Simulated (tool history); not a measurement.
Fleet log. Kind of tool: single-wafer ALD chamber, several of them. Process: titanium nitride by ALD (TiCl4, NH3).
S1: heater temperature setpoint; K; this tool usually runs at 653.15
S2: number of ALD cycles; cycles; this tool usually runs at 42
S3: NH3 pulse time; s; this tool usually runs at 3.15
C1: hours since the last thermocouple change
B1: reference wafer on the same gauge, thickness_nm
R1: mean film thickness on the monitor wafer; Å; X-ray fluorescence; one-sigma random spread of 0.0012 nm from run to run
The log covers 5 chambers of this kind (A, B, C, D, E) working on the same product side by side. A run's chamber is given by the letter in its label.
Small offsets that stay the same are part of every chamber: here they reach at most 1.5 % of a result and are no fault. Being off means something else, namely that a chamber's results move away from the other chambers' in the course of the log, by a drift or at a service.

run,hour,S1,S2,S3,C1,B1,R1
1D,9.9,653.15,42,3.15,1149.1,0.88106,9.2792
2B,16.8,653.15,42,3.15,1881.8,0.88136,9.4104
3E,24.2,653.15,42,3.15,27.8,0.88132,9.2703
4C,29.5,653.15,42,3.15,1063.7,0.88156,9.2869
5A,36.0,653.15,42,3.15,966.3,0.88162,9.3097
6A,45.2,653.15,42,3.15,975.5,0.88172,9.3043
7E,54.1,653.15,42,3.15,57.7,0.88179,9.2637
# hour 62.2: chamber A: thermocouple changed; heater temperature recalibrated
8C,63.4,653.15,42,3.15,1097.6,0.88178,9.2874
9D,71.0,653.15,42,3.15,1210.2,0.88197,9.2680
10B,76.3,653.15,42,3.15,1941.3,0.88255,9.4293
11D,84.4,653.15,42,3.15,1223.6,0.88244,9.2668
12A,92.2,653.15,42,3.15,30.0,0.88278,9.3297
13B,97.2,653.15,42,3.15,1962.2,0.88280,9.4255
14E,104.9,653.15,42,3.15,108.5,0.88247,9.2635
15C,112.7,653.15,42,3.15,1146.9,0.88280,9.2753
16D,119.0,653.15,42,3.15,1258.2,0.88311,9.2548
17E,124.6,659.15,42,3.15,128.2,0.88322,9.3101
18C,132.3,659.15,42,3.15,1166.5,0.88322,9.3294
19A,139.9,659.15,42,3.15,77.7,0.88318,9.3808
20B,150.5,659.15,42,3.15,2015.5,0.88347,9.4716
21A,155.5,659.15,42,3.15,93.3,0.88382,9.3888
22B,166.3,653.15,42,3.15,2031.3,0.88347,9.4424
23E,176.4,653.15,42,3.15,180.0,0.88414,9.2686
24C,181.7,653.15,42,3.96,1215.9,0.88410,9.4003
25D,191.0,653.15,42,3.96,1330.2,0.88384,9.3923
26C,197.7,653.15,42,3.96,1231.9,0.88450,9.3904
27A,207.4,653.15,42,3.96,145.2,0.88501,9.4639
28B,212.8,653.15,42,3.96,2077.8,0.88435,9.5488
29D,219.2,653.15,42,3.15,1358.4,0.88492,9.2634
30E,229.7,653.15,42,2.15,233.3,0.88460,9.1238
31E,234.6,653.15,42,2.15,238.2,0.88512,9.1304
32A,241.2,653.15,42,2.15,179.0,0.88494,9.1832
33D,251.8,653.15,42,2.15,1391.0,0.88499,9.1019
34B,256.4,653.15,42,2.15,2121.4,0.88536,9.2880
35C,266.5,653.15,42,3.15,1300.7,0.88566,9.3208
36B,276.8,653.15,42,3.15,2141.8,0.88556,9.4700

Next, every chamber runs the same settings. What will each give?
37A,284.4,653.15,42,3.15,,,?
37B,284.4,653.15,42,3.15,,,?
37C,284.4,653.15,42,3.15,,,?
37D,284.4,653.15,42,3.15,,,?
37E,284.4,653.15,42,3.15,,,?

run,R1
37A,9.3976
37B,9.4752
37C,9.3138
37D,9.2873
37E,9.2916

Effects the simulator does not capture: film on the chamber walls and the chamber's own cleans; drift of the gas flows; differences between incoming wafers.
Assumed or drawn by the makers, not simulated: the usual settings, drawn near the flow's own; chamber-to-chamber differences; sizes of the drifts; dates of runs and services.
